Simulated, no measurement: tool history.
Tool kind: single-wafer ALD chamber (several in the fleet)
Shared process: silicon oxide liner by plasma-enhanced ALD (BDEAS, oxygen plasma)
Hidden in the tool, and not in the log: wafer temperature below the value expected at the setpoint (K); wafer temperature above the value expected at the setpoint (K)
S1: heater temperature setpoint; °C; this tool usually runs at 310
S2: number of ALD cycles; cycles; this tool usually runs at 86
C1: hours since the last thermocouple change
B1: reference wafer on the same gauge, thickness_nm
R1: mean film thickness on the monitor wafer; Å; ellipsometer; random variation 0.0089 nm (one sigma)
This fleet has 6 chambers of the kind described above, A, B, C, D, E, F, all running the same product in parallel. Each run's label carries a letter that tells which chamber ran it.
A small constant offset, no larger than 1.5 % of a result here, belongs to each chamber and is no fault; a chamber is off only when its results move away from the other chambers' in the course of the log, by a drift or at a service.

run 1E day=0.375 | S1=310 S2=86 | C1=1036.8 | B1=7.9991 | R1=78.791
run 2C day=0.683 | S1=310 S2=86 | C1=2248.8 | B1=7.9984 | R1=78.753
run 3D day=1.254 | S1=310 S2=86 | C1=848.2 | B1=7.998 | R1=79.049
run 4F day=1.696 | S1=310 S2=86 | C1=2237.3 | B1=7.9962 | R1=78.837
run 5A day=2.129 | S1=310 S2=86 | C1=213.2 | B1=7.9947 | R1=77.998
run 6B day=2.633 | S1=310 S2=86 | C1=1804.7 | B1=7.9932 | R1=79.344
run 7A day=2.892 | S1=310 S2=86 | C1=231.5 | B1=7.9943 | R1=77.914
run 8D day=3.162 | S1=310 S2=100 | C1=894 | B1=7.9927 | R1=91.834
run 9C day=3.45 | S1=310 S2=100 | C1=2315.2 | B1=7.9936 | R1=91.663
run 10E day=3.738 | S1=310 S2=100 | C1=1117.5 | B1=7.9928 | R1=91.508
run 11F day=4.208 | S1=310 S2=100 | C1=2297.6 | B1=7.9923 | R1=91.92
run 12B day=4.567 | S1=310 S2=100 | C1=1851.1 | B1=7.9911 | R1=92.133
run 13B day=4.933 | S1=310 S2=100 | C1=1859.9 | B1=7.994 | R1=92.337
run 14A day=5.404 | S1=310 S2=80 | C1=291.8 | B1=7.9897 | R1=72.389
run 15F day=5.875 | S1=310 S2=80 | C1=2337.6 | B1=7.9859 | R1=73.569
run 16C day=6.317 | S1=310 S2=80 | C1=2384 | B1=7.9839 | R1=73.098
run 17E day=6.788 | S1=310 S2=80 | C1=1190.7 | B1=7.9878 | R1=73.068
run 18D day=7.138 | S1=310 S2=80 | C1=989.4 | B1=7.9855 | R1=73.349
run 19F day=7.662 | S1=310 S2=80 | C1=2380.5 | B1=7.9876 | R1=73.571
run 20A day=8.054 | S1=310 S2=86 | C1=355.4 | B1=7.9842 | R1=77.743
run 21D day=8.571 | S1=310 S2=86 | C1=1023.8 | B1=7.9835 | R1=78.902
-- day=8.7 chamber E: thermocouple changed; heater temperature recalibrated
run 22B day=9.021 | S1=310 S2=86 | C1=1958 | B1=7.9838 | R1=79.158
run 23C day=9.4 | S1=310 S2=86 | C1=2458 | B1=7.9832 | R1=78.592
run 24E day=9.912 | S1=310 S2=86 | C1=29.1 | B1=7.9802 | R1=78.629
run 25D day=10.358 | S1=310 S2=86 | C1=1066.7 | B1=7.9776 | R1=78.842
run 26B day=10.942 | S1=310 S2=86 | C1=2004.1 | B1=7.9792 | R1=79.291
run 27C day=11.475 | S1=310 S2=86 | C1=2507.8 | B1=7.9781 | R1=78.703
run 28E day=12.021 | S1=310 S2=86 | C1=79.7 | B1=7.9772 | R1=78.522
run 29A day=12.35 | S1=322 S2=77 | C1=458.5 | B1=7.9744 | R1=68.311
run 30F day=12.679 | S1=322 S2=77 | C1=2500.9 | B1=7.9778 | R1=69.284
run 31F day=12.958 | S1=322 S2=77 | C1=2507.6 | B1=7.9769 | R1=69.476
run 32C day=13.512 | S1=322 S2=77 | C1=2556.7 | B1=7.9745 | R1=69.097
run 33E day=13.967 | S1=322 S2=77 | C1=126.4 | B1=7.972 | R1=69.157
run 34D day=14.425 | S1=322 S2=77 | C1=1164.3 | B1=7.9746 | R1=69.192
run 35B day=14.788 | S1=310 S2=86 | C1=2096.4 | B1=7.9711 | R1=78.979
run 36A day=15.204 | S1=310 S2=86 | C1=527 | B1=7.9714 | R1=77.721
-- day=15.379 chamber F: thermocouple changed; heater temperature recalibrated
run 37B day=15.475 | S1=310 S2=86 | C1=2112.9 | B1=7.9696 | R1=79.21
run 38A day=15.983 | S1=310 S2=86 | C1=545.7 | B1=7.9684 | R1=77.662
run 39C day=16.379 | S1=310 S2=86 | C1=2625.5 | B1=7.9671 | R1=78.43
run 40F day=16.904 | S1=310 S2=86 | C1=36.6 | B1=7.9674 | R1=78.742
run 41E day=17.412 | S1=310 S2=86 | C1=209.1 | B1=7.9661 | R1=78.198
run 42D day=17.908 | S1=310 S2=86 | C1=1247.9 | B1=7.9669 | R1=78.852
run 43B day=18.179 | S1=310 S2=86 | C1=2177.8 | B1=7.963 | R1=79.045
run 44F day=18.708 | S1=310 S2=86 | C1=79.9 | B1=7.9633 | R1=78.686

Is one chamber off against the others, does the gauge drift, or is nothing wrong? If a chamber is off, say which, and what the likeliest cause is.

The shared gauge is drifting. All chambers look as if they move in step, but none is off.
Most likely cause: gauge reads low (%) = 0.462.
